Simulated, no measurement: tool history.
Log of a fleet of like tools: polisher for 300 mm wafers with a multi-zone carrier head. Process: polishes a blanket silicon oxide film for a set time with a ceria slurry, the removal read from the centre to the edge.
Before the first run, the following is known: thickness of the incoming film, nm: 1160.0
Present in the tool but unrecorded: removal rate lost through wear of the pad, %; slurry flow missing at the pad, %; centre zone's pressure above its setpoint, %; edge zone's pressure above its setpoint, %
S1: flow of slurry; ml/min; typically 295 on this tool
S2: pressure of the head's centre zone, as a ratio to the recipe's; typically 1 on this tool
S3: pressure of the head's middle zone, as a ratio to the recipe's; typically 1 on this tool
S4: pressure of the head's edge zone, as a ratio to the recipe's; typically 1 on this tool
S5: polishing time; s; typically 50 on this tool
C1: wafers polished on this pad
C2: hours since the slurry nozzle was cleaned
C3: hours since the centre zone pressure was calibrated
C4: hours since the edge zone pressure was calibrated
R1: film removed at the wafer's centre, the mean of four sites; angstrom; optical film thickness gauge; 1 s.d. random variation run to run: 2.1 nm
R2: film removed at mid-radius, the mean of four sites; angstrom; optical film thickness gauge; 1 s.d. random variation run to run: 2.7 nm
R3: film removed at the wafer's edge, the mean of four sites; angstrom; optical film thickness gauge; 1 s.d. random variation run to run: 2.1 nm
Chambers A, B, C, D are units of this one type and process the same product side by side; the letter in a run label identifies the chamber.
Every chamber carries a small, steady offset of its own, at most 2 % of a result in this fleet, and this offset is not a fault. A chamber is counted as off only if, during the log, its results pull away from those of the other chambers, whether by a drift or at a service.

run     day   S1    S2  S3    S4  S5    C1     C2     C3     C4      R1      R2      R3
 1B   0.408  295     1   1     1  50   372  321.6   31.7     40    2346    2343  2352.5
 2A   0.683  295     1   1     1  50  1538  694.7  643.9  208.3  2270.8  2326.4  2284.9
      0.846  -- chamber A: worn pad replaced by a new one
 3D   1.046  295     1   1     1  50   968  195.7   99.7  686.8  2313.3  2281.8  2300.4
 4C   1.562  295     1   1     1  50  1249  182.9  438.2  366.8  2351.2  2341.6    2343
      1.717  -- chamber D: worn pad replaced by a new one
 5B   1.862  295     1   1     1  50   838  356.5   66.6   74.9  2304.8  2277.1  2370.2
      1.929  -- chamber D: slurry nozzle cleaned
 6D   2.275  365     1   1     1  50   179    8.3  129.2  716.3  2362.9  2331.8  2374.2
 7A   2.779  365     1   1     1  50   620    745  694.2  258.6  2377.6  2348.8  2333.1
      2.962  -- chamber B: worn pad replaced by a new one
 8C   3.246  365     1   1     1  50  1788  223.3  478.6  407.2  2378.9  2362.1  2325.6
 9A   3.704  365     1   1     1  50   916  767.2  716.4  280.8  2361.7  2319.5  2329.6
10D   4.162  195     1   1  0.92  50   784   53.6  174.5  761.6  2165.9  2208.3  2165.2
11C   4.558  195     1   1  0.92  50  2209  254.8  510.1  438.7  2222.1  2142.3  2122.9
12B   4.854  195     1   1  0.92  50   606  428.3  138.4  146.7  2164.4  2229.6    2200
      5.092  -- chamber A: worn pad replaced by a new one
13A   5.262  195     1   1  0.92  50    54  804.6  753.8  318.2    2189  2208.5  2138.8
      5.529  -- chamber D: edge zone pressure recalibrated
14B   5.562  295     1   1     1  50   833  445.3  155.4  163.7  2342.6  2359.7  2366.5
      5.633  -- chamber D: worn pad replaced by a new one
15D   5.821  295     1   1     1  50    60   93.4  214.3      7  2328.9  2314.6  2293.2
      5.958  -- chamber C: slurry nozzle cleaned
      6.192  -- chamber B: worn pad replaced by a new one
16C   6.196  295  0.92   1   1.1  50  2733    5.8  549.4    478  2121.8  2311.2    2366
17D   6.483  295  0.92   1   1.1  50   272  109.3  230.2   22.9  2108.4  2295.9  2433.1
18B   6.771  295  0.92   1   1.1  50   186  474.3  184.4  192.7  2115.9  2401.5  2504.5
19C   7.104  295  0.92   1   1.1  50  3024   27.6  571.2  499.8  2112.5  2294.7  2352.6
       7.35  -- chamber C: edge zone pressure recalibrated
20A   7.379  295     1   1     1  50   733  855.4  804.6    369  2326.9  2263.4  2283.3
21A   7.679  295     1   1     1  50   829  862.6  811.8  376.2  2282.9  2278.6  2321.9
22D   7.908  295     1   1     1  50   729  143.5  264.4   57.1  2297.1  2339.4  2318.8
23C   8.354  295     1   1     1  50  3425   57.6  601.2   24.1  2280.8    2227  2229.1
      8.662  -- chamber B: slurry nozzle cleaned
24B    8.75  295     1   1     1  50   820    2.1  231.9  240.2  2284.6    2338  2364.5
25B    9.15  195     1   1     1  50   948   11.7  241.5  249.8  2172.8  2172.5  2308.7
      9.267  -- chamber A: worn pad replaced by a new one
26A   9.538  195     1   1     1  50    87  907.2  856.4  420.8  2193.9  2162.2  2262.9
      9.646  -- chamber D: worn pad replaced by a new one
      9.733  -- chamber B: worn pad replaced by a new one
27C   9.833  195     1   1     1  50  3899   93.1  636.7   59.6  2135.5    2109  2150.4
      9.867  -- chamber D: slurry nozzle cleaned
28D  10.246  195     1   1     1  50   193    9.1  320.5  113.2  2202.2    2209  2235.3
29B  10.633  295     1   1     1  50   289   47.3  277.1  285.4  2345.4  2293.5  2363.9
30D   10.95  295     1   1     1  50   418     26  337.4  130.1  2316.1  2324.2  2286.7
31C  11.267  295     1   1     1  50  4358  127.5  671.1     94  2262.9  2178.2  2185.4
32A  11.683  295     1   1     1  50   774  958.7  907.9  472.3  2305.9  2315.6  2311.8
33D  12.025  295     1   1     1  50   763   51.8  363.2  155.9  2339.9  2302.9  2310.6
34C  12.533  295     1   1     1  50  4764  157.9  701.5  124.4  2176.7    2218  2155.4
35A  12.992  295     1   1  1.04  50  1193  990.1  939.3  503.7  2329.7    2313  2370.1
     13.138  -- chamber B: worn pad replaced by a new one
36B  13.225  295     1   1  1.04  50    28  109.5  339.3  347.6  2319.8  2299.8  2414.3
37B  13.704  295     1   1  1.04  50   182    121  350.8  359.1  2351.7  2286.5  2440.8

All 4 chambers run these settings next. Forecast each chamber's results:
38A  14.079  295   1   1   1  50                   ?   ?   ?
38B  14.079  295   1   1   1  50                   ?   ?   ?
38C  14.079  295   1   1   1  50                   ?   ?   ?
38D  14.079  295   1   1   1  50                   ?   ?   ?

run      R1      R2      R3
38A  2309.3  2288.1  2334.3
38B    2306  2315.1    2403
38C  2151.5  2161.1  2142.8
38D  2313.5  2304.4  2310.9
